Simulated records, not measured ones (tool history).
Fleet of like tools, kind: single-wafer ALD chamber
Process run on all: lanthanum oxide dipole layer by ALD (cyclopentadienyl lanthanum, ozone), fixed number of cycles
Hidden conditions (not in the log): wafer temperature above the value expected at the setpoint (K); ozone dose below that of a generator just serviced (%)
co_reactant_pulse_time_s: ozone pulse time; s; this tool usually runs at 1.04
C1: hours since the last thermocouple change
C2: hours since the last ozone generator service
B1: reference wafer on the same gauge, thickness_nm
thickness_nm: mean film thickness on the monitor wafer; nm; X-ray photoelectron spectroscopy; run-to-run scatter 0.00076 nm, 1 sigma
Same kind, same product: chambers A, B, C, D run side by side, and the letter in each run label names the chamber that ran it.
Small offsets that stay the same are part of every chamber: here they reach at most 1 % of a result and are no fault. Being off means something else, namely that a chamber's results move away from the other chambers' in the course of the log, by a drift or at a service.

run 1A hour=7.5 | co_reactant_pulse_time_s=1.04 | C1=1955.4 C2=1444.8 | B1=0.42409 | thickness_nm=0.50719
run 2B hour=12.8 | co_reactant_pulse_time_s=1.04 | C1=1259.6 C2=283.4 | B1=0.42424 | thickness_nm=0.50963
-- hour=15.5 chamber A: ozone generator serviced
run 3D hour=19.7 | co_reactant_pulse_time_s=1.04 | C1=687.1 C2=764 | B1=0.42437 | thickness_nm=0.50534
run 4C hour=23.5 | co_reactant_pulse_time_s=1.04 | C1=819.7 C2=1360.9 | B1=0.42425 | thickness_nm=0.50441
run 5D hour=29.4 | co_reactant_pulse_time_s=1.04 | C1=696.8 C2=773.7 | B1=0.42447 | thickness_nm=0.50505
run 6B hour=34.2 | co_reactant_pulse_time_s=1.04 | C1=1281 C2=304.8 | B1=0.42462 | thickness_nm=0.50886
run 7C hour=38.3 | co_reactant_pulse_time_s=1.04 | C1=834.5 C2=1375.7 | B1=0.42448 | thickness_nm=0.50379
run 8A hour=43.4 | co_reactant_pulse_time_s=1.04 | C1=1991.3 C2=27.9 | B1=0.4247 | thickness_nm=0.5079
run 9D hour=50.9 | co_reactant_pulse_time_s=1.04 | C1=718.3 C2=795.2 | B1=0.42466 | thickness_nm=0.50425
run 10A hour=54.3 | co_reactant_pulse_time_s=1.04 | C1=2002.2 C2=38.8 | B1=0.42492 | thickness_nm=0.50806
run 11B hour=58.9 | co_reactant_pulse_time_s=1.04 | C1=1305.7 C2=329.5 | B1=0.42502 | thickness_nm=0.50946
run 12C hour=66.4 | co_reactant_pulse_time_s=1.04 | C1=862.6 C2=1403.8 | B1=0.42504 | thickness_nm=0.50647
run 13B hour=69.9 | co_reactant_pulse_time_s=1.04 | C1=1316.7 C2=340.5 | B1=0.42519 | thickness_nm=0.51051
run 14A hour=75 | co_reactant_pulse_time_s=1.04 | C1=2022.9 C2=59.5 | B1=0.42537 | thickness_nm=0.50807
run 15D hour=79 | co_reactant_pulse_time_s=1.04 | C1=746.4 C2=823.3 | B1=0.42532 | thickness_nm=0.50561
run 16C hour=84.6 | co_reactant_pulse_time_s=1.28 | C1=880.8 C2=1422 | B1=0.42523 | thickness_nm=0.53437
run 17B hour=88.2 | co_reactant_pulse_time_s=1.28 | C1=1335 C2=358.8 | B1=0.42552 | thickness_nm=0.53944
run 18C hour=92 | co_reactant_pulse_time_s=1.28 | C1=888.2 C2=1429.4 | B1=0.42558 | thickness_nm=0.53361
run 19A hour=98.5 | co_reactant_pulse_time_s=1.28 | C1=2046.4 C2=83 | B1=0.42566 | thickness_nm=0.53524
run 20D hour=103.6 | co_reactant_pulse_time_s=1.04 | C1=771 C2=847.9 | B1=0.42572 | thickness_nm=0.50751
run 21C hour=111 | co_reactant_pulse_time_s=1.04 | C1=907.2 C2=1448.4 | B1=0.42584 | thickness_nm=0.50704
run 22D hour=116.8 | co_reactant_pulse_time_s=1.04 | C1=784.2 C2=861.1 | B1=0.42592 | thickness_nm=0.50768
run 23A hour=120.3 | co_reactant_pulse_time_s=1.04 | C1=2068.2 C2=104.8 | B1=0.42608 | thickness_nm=0.50939
run 24B hour=127.2 | co_reactant_pulse_time_s=1.04 | C1=1374 C2=397.8 | B1=0.42612 | thickness_nm=0.51106
run 25D hour=133.5 | co_reactant_pulse_time_s=1.04 | C1=800.9 C2=877.8 | B1=0.42621 | thickness_nm=0.50711
run 26B hour=137.3 | co_reactant_pulse_time_s=1.04 | C1=1384.1 C2=407.9 | B1=0.42622 | thickness_nm=0.51173
run 27A hour=142.9 | co_reactant_pulse_time_s=1.04 | C1=2090.8 C2=127.4 | B1=0.42632 | thickness_nm=0.51009
run 28C hour=146.6 | co_reactant_pulse_time_s=1.04 | C1=942.8 C2=1484 | B1=0.42622 | thickness_nm=0.50753
run 29A hour=152.5 | co_reactant_pulse_time_s=1.04 | C1=2100.4 C2=137 | B1=0.42629 | thickness_nm=0.50907
run 30B hour=156.3 | co_reactant_pulse_time_s=1.04 | C1=1403.1 C2=426.9 | B1=0.42651 | thickness_nm=0.51113

Does one chamber stand apart from the rest, does the shared gauge drift, or is all well apart from small per-chamber offsets? Give the chamber and the most likely cause, where there is one.

Gauge drift. The chambers move together only on paper, and none stands off.
What lies behind it: gauge reads high (%) = 0.621.

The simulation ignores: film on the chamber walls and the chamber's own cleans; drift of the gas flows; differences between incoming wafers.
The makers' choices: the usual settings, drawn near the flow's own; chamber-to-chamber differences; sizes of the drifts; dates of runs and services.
